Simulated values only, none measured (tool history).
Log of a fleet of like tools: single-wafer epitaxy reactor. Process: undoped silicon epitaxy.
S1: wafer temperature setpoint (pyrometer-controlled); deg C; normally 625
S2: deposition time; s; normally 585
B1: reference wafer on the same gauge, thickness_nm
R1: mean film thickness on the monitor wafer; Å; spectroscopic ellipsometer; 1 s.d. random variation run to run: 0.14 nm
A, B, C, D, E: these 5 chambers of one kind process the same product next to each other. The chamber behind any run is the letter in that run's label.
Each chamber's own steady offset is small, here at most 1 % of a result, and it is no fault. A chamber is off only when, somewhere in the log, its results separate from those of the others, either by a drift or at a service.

-- hour=6.5 chamber B: pyrometer calibrated
run 1B hour=10.9 | S1=625 S2=585 | B1=50.386 | R1=563.32
run 2A hour=18.7 | S1=625 S2=585 | B1=50.384 | R1=559.83
run 3D hour=28.7 | S1=625 S2=585 | B1=50.423 | R1=556.89
run 4E hour=36.6 | S1=625 S2=585 | B1=50.378 | R1=563.05
run 5C hour=42 | S1=625 S2=585 | B1=50.412 | R1=565.18
run 6B hour=50.1 | S1=612 S2=653 | B1=50.406 | R1=462.82
run 7E hour=59.1 | S1=612 S2=653 | B1=50.403 | R1=462.86
run 8C hour=65 | S1=612 S2=653 | B1=50.421 | R1=462.57
run 9D hour=72.6 | S1=612 S2=653 | B1=50.415 | R1=458.6
run 10A hour=79.8 | S1=612 S2=653 | B1=50.428 | R1=461.49
run 11A hour=90.6 | S1=616 S2=685 | B1=50.411 | R1=528.14
run 12C hour=98.3 | S1=616 S2=685 | B1=50.383 | R1=534.99
run 13B hour=103.2 | S1=616 S2=685 | B1=50.401 | R1=534.95
run 14D hour=110.3 | S1=616 S2=685 | B1=50.384 | R1=528.4
run 15E hour=117.1 | S1=616 S2=685 | B1=50.422 | R1=535.86
run 16A hour=122.5 | S1=625 S2=585 | B1=50.396 | R1=559.44
run 17E hour=132.7 | S1=625 S2=585 | B1=50.424 | R1=563.02
run 18C hour=142.1 | S1=625 S2=585 | B1=50.414 | R1=565.94
run 19B hour=150.2 | S1=625 S2=585 | B1=50.39 | R1=563.58
run 20D hour=155.3 | S1=625 S2=585 | B1=50.384 | R1=558.14
-- hour=158.1 chamber A: pyrometer calibrated
run 21A hour=165.3 | S1=625 S2=585 | B1=50.366 | R1=575.6
run 22C hour=173.7 | S1=625 S2=585 | B1=50.427 | R1=564.21
run 23D hour=181.4 | S1=639 S2=585 | B1=50.398 | R1=763.1
run 24E hour=191.2 | S1=639 S2=585 | B1=50.402 | R1=778.29
run 25B hour=199.7 | S1=639 S2=585 | B1=50.39 | R1=773.75
run 26E hour=206.4 | S1=639 S2=585 | B1=50.426 | R1=779.61
-- hour=209.6 chamber E: pyrometer calibrated
run 27B hour=215.1 | S1=639 S2=585 | B1=50.401 | R1=771.01
run 28C hour=223.6 | S1=625 S2=585 | B1=50.393 | R1=562.84
run 29A hour=233.8 | S1=625 S2=585 | B1=50.414 | R1=575.77
run 30D hour=242.1 | S1=625 S2=585 | B1=50.391 | R1=555.48
run 31E hour=249.2 | S1=625 S2=585 | B1=50.414 | R1=563.52
run 32D hour=257.9 | S1=625 S2=585 | B1=50.395 | R1=557.2
run 33C hour=268 | S1=625 S2=585 | B1=50.397 | R1=561.39
run 34B hour=278.5 | S1=625 S2=585 | B1=50.389 | R1=565.52
run 35A hour=283.5 | S1=625 S2=585 | B1=50.382 | R1=574.85
run 36E hour=291.8 | S1=625 S2=585 | B1=50.405 | R1=563.91
run 37B hour=299.8 | S1=625 S2=585 | B1=50.38 | R1=562.56
run 38D hour=306.9 | S1=625 S2=585 | B1=50.382 | R1=557.46
run 39C hour=316.1 | S1=625 S2=585 | B1=50.36 | R1=562.23
run 40A hour=324.2 | S1=625 S2=585 | B1=50.412 | R1=574.74

Does one chamber stand apart from the rest, does the shared gauge drift, or is all well apart from small per-chamber offsets? Give the chamber and the most likely cause, where there is one.

Chamber A came out of a service off from its peers and stayed that way.
Most likely cause: wafer temperature above the value expected at the setpoint (K) = 1.17.

Below are 4 candidate recipes for chamber A's next run, each the usual settings with a change, their results shown as question marks. Which of them brings A's results back in line with what the other chambers give on the usual settings?
A result is in line if it is within this distance of the other chambers' mean on the usual settings: R1 5.1 Å
run 41A-1 hour=332 | S1=625 S2=562 | R1=?
run 41A-2 hour=332 | S1=625 S2=598 | R1=?
run 41A-3 hour=332 | S1=625 S2=608 | R1=?
run 41A-4 hour=332 | S1=624 S2=585 | R1=?

Usual-settings mean across the other chambers: R1 561.64 Å
run=41A-1 R1=551.65
run=41A-2 R1=586.99
run=41A-3 R1=596.8
run=41A-4 R1=561.06
The answer is 41A-4, which returns the chamber to within the allowed miss of the others.
